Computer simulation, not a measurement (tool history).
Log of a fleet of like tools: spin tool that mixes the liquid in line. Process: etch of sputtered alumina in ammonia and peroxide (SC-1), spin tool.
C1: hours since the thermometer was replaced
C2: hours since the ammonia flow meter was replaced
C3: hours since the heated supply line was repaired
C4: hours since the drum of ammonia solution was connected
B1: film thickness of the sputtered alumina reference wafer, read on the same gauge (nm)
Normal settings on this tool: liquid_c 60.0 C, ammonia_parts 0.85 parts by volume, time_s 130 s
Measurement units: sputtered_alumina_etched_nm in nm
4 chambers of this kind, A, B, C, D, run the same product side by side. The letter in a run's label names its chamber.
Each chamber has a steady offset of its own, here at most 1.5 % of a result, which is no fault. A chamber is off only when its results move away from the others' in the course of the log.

{"run": "1A", "day": 0.175, "liquid_c": 60.0, "ammonia_parts": 0.85, "time_s": 130, "C1": 1769.8, "C2": 416.1, "C3": 1139.1, "C4": 298.9, "B1": 80.008, "sputtered_alumina_etched_nm": 6.7301}
{"run": "2B", "day": 0.346, "liquid_c": 60.0, "ammonia_parts": 0.85, "time_s": 130, "C1": 941.5, "C2": 310.8, "C3": 602.6, "C4": 729.4, "B1": 79.997, "sputtered_alumina_etched_nm": 6.6965}
{"run": "3D", "day": 0.646, "liquid_c": 60.0, "ammonia_parts": 0.85, "time_s": 130, "C1": 814.1, "C2": 439.2, "C3": 642.3, "C4": 304.9, "B1": 80.003, "sputtered_alumina_etched_nm": 6.693}
{"run": "4C", "day": 0.942, "liquid_c": 60.0, "ammonia_parts": 0.85, "time_s": 130, "C1": 1221.3, "C2": 603.1, "C3": 1872.9, "C4": 593.7, "B1": 80.027, "sputtered_alumina_etched_nm": 6.6461}
{"day": 1.121, "done": "chamber B: new drum of ammonia solution connected"}
{"run": "5D", "day": 1.167, "liquid_c": 60.0, "ammonia_parts": 0.85, "time_s": 130, "C1": 826.6, "C2": 451.7, "C3": 654.8, "C4": 317.4, "B1": 79.987, "sputtered_alumina_etched_nm": 6.7387}
{"run": "6C", "day": 1.417, "liquid_c": 60.0, "ammonia_parts": 0.85, "time_s": 130, "C1": 1232.7, "C2": 614.5, "C3": 1884.3, "C4": 605.1, "B1": 79.989, "sputtered_alumina_etched_nm": 6.668}
{"run": "7A", "day": 1.767, "liquid_c": 60.0, "ammonia_parts": 0.85, "time_s": 130, "C1": 1808.0, "C2": 454.3, "C3": 1177.3, "C4": 337.1, "B1": 80.002, "sputtered_alumina_etched_nm": 6.7182}
{"day": 1.942, "done": "chamber A: heated supply line repaired"}
{"run": "8B", "day": 1.942, "liquid_c": 60.0, "ammonia_parts": 0.85, "time_s": 130, "C1": 979.8, "C2": 349.1, "C3": 640.9, "C4": 19.8, "B1": 80.01, "sputtered_alumina_etched_nm": 6.6742}
{"run": "9C", "day": 2.254, "liquid_c": 60.0, "ammonia_parts": 0.85, "time_s": 130, "C1": 1252.8, "C2": 634.6, "C3": 1904.4, "C4": 625.2, "B1": 79.987, "sputtered_alumina_etched_nm": 6.6462}
{"run": "10D", "day": 2.479, "liquid_c": 60.0, "ammonia_parts": 0.85, "time_s": 130, "C1": 858.1, "C2": 483.2, "C3": 686.3, "C4": 348.9, "B1": 79.983, "sputtered_alumina_etched_nm": 6.7164}
{"run": "11B", "day": 2.721, "liquid_c": 60.0, "ammonia_parts": 0.85, "time_s": 130, "C1": 998.5, "C2": 367.8, "C3": 659.6, "C4": 38.5, "B1": 79.984, "sputtered_alumina_etched_nm": 6.6994}
{"run": "12A", "day": 3.033, "liquid_c": 60.0, "ammonia_parts": 0.85, "time_s": 130, "C1": 1838.4, "C2": 484.7, "C3": 26.3, "C4": 367.5, "B1": 80.008, "sputtered_alumina_etched_nm": 6.7538}
{"run": "13A", "day": 3.204, "liquid_c": 60.0, "ammonia_parts": 0.85, "time_s": 130, "C1": 1842.5, "C2": 488.8, "C3": 30.4, "C4": 371.6, "B1": 79.988, "sputtered_alumina_etched_nm": 6.7568}
{"run": "14B", "day": 3.517, "liquid_c": 60.0, "ammonia_parts": 0.85, "time_s": 130, "C1": 1017.6, "C2": 386.9, "C3": 678.7, "C4": 57.6, "B1": 80.004, "sputtered_alumina_etched_nm": 6.6313}
{"run": "15C", "day": 3.862, "liquid_c": 60.0, "ammonia_parts": 0.85, "time_s": 130, "C1": 1291.4, "C2": 673.2, "C3": 1943.0, "C4": 663.8, "B1": 80.025, "sputtered_alumina_etched_nm": 6.636}
{"run": "16D", "day": 4.058, "liquid_c": 60.0, "ammonia_parts": 0.85, "time_s": 175, "C1": 896.0, "C2": 521.1, "C3": 724.2, "C4": 386.8, "B1": 79.992, "sputtered_alumina_etched_nm": 9.1355}
{"run": "17A", "day": 4.35, "liquid_c": 60.0, "ammonia_parts": 0.85, "time_s": 175, "C1": 1870.0, "C2": 516.3, "C3": 57.9, "C4": 399.1, "B1": 79.972, "sputtered_alumina_etched_nm": 9.0831}
{"run": "18B", "day": 4.571, "liquid_c": 60.0, "ammonia_parts": 0.85, "time_s": 175, "C1": 1042.9, "C2": 412.2, "C3": 704.0, "C4": 82.9, "B1": 79.992, "sputtered_alumina_etched_nm": 8.9531}
{"run": "19D", "day": 4.817, "liquid_c": 60.0, "ammonia_parts": 0.85, "time_s": 175, "C1": 914.2, "C2": 539.3, "C3": 742.4, "C4": 405.0, "B1": 80.005, "sputtered_alumina_etched_nm": 9.0347}
{"run": "20C", "day": 5.038, "liquid_c": 55.0, "ammonia_parts": 0.85, "time_s": 180, "C1": 1319.6, "C2": 701.4, "C3": 1971.2, "C4": 692.0, "B1": 79.984, "sputtered_alumina_etched_nm": 7.1413}
{"run": "21D", "day": 5.342, "liquid_c": 55.0, "ammonia_parts": 0.85, "time_s": 180, "C1": 926.8, "C2": 551.9, "C3": 755.0, "C4": 417.6, "B1": 80.013, "sputtered_alumina_etched_nm": 7.1927}
{"run": "22C", "day": 5.588, "liquid_c": 55.0, "ammonia_parts": 0.85, "time_s": 180, "C1": 1332.8, "C2": 714.6, "C3": 1984.4, "C4": 705.2, "B1": 79.997, "sputtered_alumina_etched_nm": 7.0972}
{"run": "23A", "day": 5.788, "liquid_c": 55.0, "ammonia_parts": 0.85, "time_s": 180, "C1": 1904.5, "C2": 550.8, "C3": 92.4, "C4": 433.6, "B1": 80.006, "sputtered_alumina_etched_nm": 7.2205}
{"run": "24B", "day": 6.0, "liquid_c": 60.0, "ammonia_parts": 0.85, "time_s": 130, "C1": 1077.2, "C2": 446.5, "C3": 738.3, "C4": 117.2, "B1": 80.007, "sputtered_alumina_etched_nm": 6.6887}
{"run": "25D", "day": 6.262, "liquid_c": 60.0, "ammonia_parts": 0.85, "time_s": 130, "C1": 948.9, "C2": 574.0, "C3": 777.1, "C4": 439.7, "B1": 80.019, "sputtered_alumina_etched_nm": 6.7286}
{"run": "26B", "day": 6.488, "liquid_c": 60.0, "ammonia_parts": 0.85, "time_s": 130, "C1": 1088.9, "C2": 458.2, "C3": 750.0, "C4": 128.9, "B1": 80.003, "sputtered_alumina_etched_nm": 6.6921}
{"run": "27C", "day": 6.758, "liquid_c": 69.5, "ammonia_parts": 1.1, "time_s": 130, "C1": 1360.9, "C2": 742.7, "C3": 2012.5, "C4": 733.3, "B1": 79.996, "sputtered_alumina_etched_nm": 11.008}
{"run": "28A", "day": 6.992, "liquid_c": 69.5, "ammonia_parts": 1.1, "time_s": 130, "C1": 1933.4, "C2": 579.7, "C3": 121.3, "C4": 462.5, "B1": 79.993, "sputtered_alumina_etched_nm": 11.067}
{"run": "29C", "day": 7.354, "liquid_c": 69.5, "ammonia_parts": 1.1, "time_s": 130, "C1": 1375.2, "C2": 757.0, "C3": 2026.8, "C4": 747.6, "B1": 79.978, "sputtered_alumina_etched_nm": 10.922}
{"run": "30B", "day": 7.546, "liquid_c": 69.5, "ammonia_parts": 1.1, "time_s": 130, "C1": 1114.3, "C2": 483.6, "C3": 775.4, "C4": 154.3, "B1": 79.983, "sputtered_alumina_etched_nm": 10.948}
{"run": "31D", "day": 7.871, "liquid_c": 60.0, "ammonia_parts": 0.85, "time_s": 130, "C1": 987.5, "C2": 612.6, "C3": 815.7, "C4": 478.3, "B1": 80.004, "sputtered_alumina_etched_nm": 6.7138}
{"run": "32A", "day": 8.05, "liquid_c": 60.0, "ammonia_parts": 0.85, "time_s": 130, "C1": 1958.8, "C2": 605.1, "C3": 146.7, "C4": 487.9, "B1": 79.977, "sputtered_alumina_etched_nm": 6.7292}
{"run": "33D", "day": 8.35, "liquid_c": 60.0, "ammonia_parts": 0.85, "time_s": 130, "C1": 999.0, "C2": 624.1, "C3": 827.2, "C4": 489.8, "B1": 79.984, "sputtered_alumina_etched_nm": 6.725}
{"run": "34C", "day": 8.567, "liquid_c": 60.0, "ammonia_parts": 0.85, "time_s": 160, "C1": 1404.3, "C2": 786.1, "C3": 2055.9, "C4": 776.7, "B1": 80.006, "sputtered_alumina_etched_nm": 8.1324}
{"run": "35B", "day": 8.862, "liquid_c": 60.0, "ammonia_parts": 0.85, "time_s": 160, "C1": 1145.9, "C2": 515.2, "C3": 807.0, "C4": 185.9, "B1": 80.009, "sputtered_alumina_etched_nm": 8.2196}
{"run": "36A", "day": 9.129, "liquid_c": 60.0, "ammonia_parts": 0.85, "time_s": 160, "C1": 1984.7, "C2": 631.0, "C3": 172.6, "C4": 513.8, "B1": 80.006, "sputtered_alumina_etched_nm": 8.3222}
{"run": "37A", "day": 9.408, "liquid_c": 60.0, "ammonia_parts": 0.85, "time_s": 160, "C1": 1991.4, "C2": 637.7, "C3": 179.3, "C4": 520.5, "B1": 79.999, "sputtered_alumina_etched_nm": 8.2646}

Has any chamber moved away from the others, gradually or after a service, or does the common gauge drift, or do the chambers differ only by their own small steady offsets? State the chamber and the most likely cause if one applies.

All chambers stay in line apart from their small fixed offsets, and the gauge does not drift.

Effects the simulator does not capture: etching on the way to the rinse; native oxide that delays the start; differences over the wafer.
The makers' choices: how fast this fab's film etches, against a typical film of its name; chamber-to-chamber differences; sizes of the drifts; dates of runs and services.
